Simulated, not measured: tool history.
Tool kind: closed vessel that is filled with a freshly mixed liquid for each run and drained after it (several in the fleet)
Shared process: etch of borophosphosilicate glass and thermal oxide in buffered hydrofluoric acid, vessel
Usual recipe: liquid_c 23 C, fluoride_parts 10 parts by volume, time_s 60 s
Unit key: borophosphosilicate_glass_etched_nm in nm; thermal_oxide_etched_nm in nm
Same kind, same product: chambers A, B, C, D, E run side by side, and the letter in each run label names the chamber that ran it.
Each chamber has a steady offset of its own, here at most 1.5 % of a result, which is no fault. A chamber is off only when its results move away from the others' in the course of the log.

run,day,liquid_c,fluoride_parts,time_s,hours since the thermometer was replaced,hours since the hydrofluoric acid flow meter was replaced,"read-back film thickness of the borophosphosilicate glass reference wafer, read on the same gauge (nm)","read-back film thickness of the thermal oxide reference wafer, read on the same gauge (nm)",borophosphosilicate_glass_etched_nm,thermal_oxide_etched_nm
1D,0.375,23,10,60,47.2,1936.4,69.997,79.991,78.072,61.489
2B,0.879,23,10,60,1831,210.1,70.023,80.017,79.332,63.14
3C,1.404,23,10,60,1484.5,777.9,69.994,80.005,79.787,63.062
4A,1.962,23,10,60,1039.7,339.1,69.993,79.974,80.309,62.263
5E,2.458,23,10,60,1146.2,718.2,70.02,79.997,80.065,61.196
6D,3.021,23,10,60,110.7,1999.9,69.988,79.996,79.59,62.136
7A,3.492,23,10,75,1076.4,375.8,70,80.006,102.04,76.92
8C,3.9,23,10,75,1544.4,837.8,69.992,79.99,100.6,79.373
9B,4.446,23,10,75,1916.6,295.7,69.993,80.022,100.2,78.954
10E,5.008,23,10,75,1207.4,779.4,69.996,79.989,100.56,77.04
11A,5.55,23,10,75,1125.8,425.2,69.988,79.986,100.29,78.034
12C,5.879,25.5,13.5,60,1591.9,885.3,69.979,80.01,68.178,53.431
13B,6.238,25.5,13.5,60,1959.6,338.7,69.988,80.011,68.06,52.809
14E,6.85,25.5,13.5,60,1251.6,823.6,69.986,79.994,68.355,52.776
15D,7.425,25.5,13.5,60,216.4,2105.6,69.964,80.004,67.075,54.168
16D,7.946,25.5,13.5,60,228.9,2118.1,69.98,79.999,68.291,53.926
17B,8.6,23,10,60,2016.3,395.4,69.991,80.002,79.59,63.204
18C,9.025,23,10,60,1667.4,960.8,70.001,80.012,78.178,63.028
19A,9.417,23,10,60,1218.6,518,69.986,79.999,80.563,61.974
20E,9.854,23,10,60,1323.7,895.7,70.005,80.008,79.499,62.586
21E,10.15,20,10,40,1330.8,902.8,70.005,80.008,45.13,35.356
22D,10.621,20,10,40,293.1,2182.3,69.995,79.997,44.566,34.954
23C,10.95,20,10,40,1713.6,1007,70.018,80.007,45.094,35.678
# day 11.479: chamber E: thermometer replaced
24B,11.571,20,10,40,2087.6,466.7,69.977,80,44.238,35.594
# day 11.712: chamber A: thermometer replaced
25A,11.954,20,10,40,5.9,578.9,70.013,79.995,44.616,35.379
26B,12.558,26.5,10,60,2111.3,490.4,69.998,80.014,96.427,77.15
# day 12.658: chamber C: hydrofluoric acid flow meter replaced
27C,13.004,26.5,10,60,1762.9,8.4,70.003,80.035,95.759,76.52
28E,13.304,26.5,10,60,43.8,978.5,69.976,79.991,96.499,75.345
29A,13.683,26.5,10,60,47.4,620.4,70.004,79.996,95.981,75.406
30D,13.983,26.5,10,60,373.8,2263,70.04,79.995,95.229,75.412
31E,14.575,23,10,60,74.3,1009,70.025,80.03,80.341,62.313
32B,14.975,23,10,60,2169.3,548.4,70.007,79.991,79.634,63.492

Next, every chamber runs the same settings. What will each give?
33A,15.458,23,10,60,,,,,?,?
33B,15.458,23,10,60,,,,,?,?
33C,15.458,23,10,60,,,,,?,?
33D,15.458,23,10,60,,,,,?,?
33E,15.458,23,10,60,,,,,?,?

run,borophosphosilicate_glass_etched_nm,thermal_oxide_etched_nm
33A,80.399,62.099
33B,79.254,62.494
33C,79.277,61.926
33D,78.818,62.35
33E,78.42,61.72
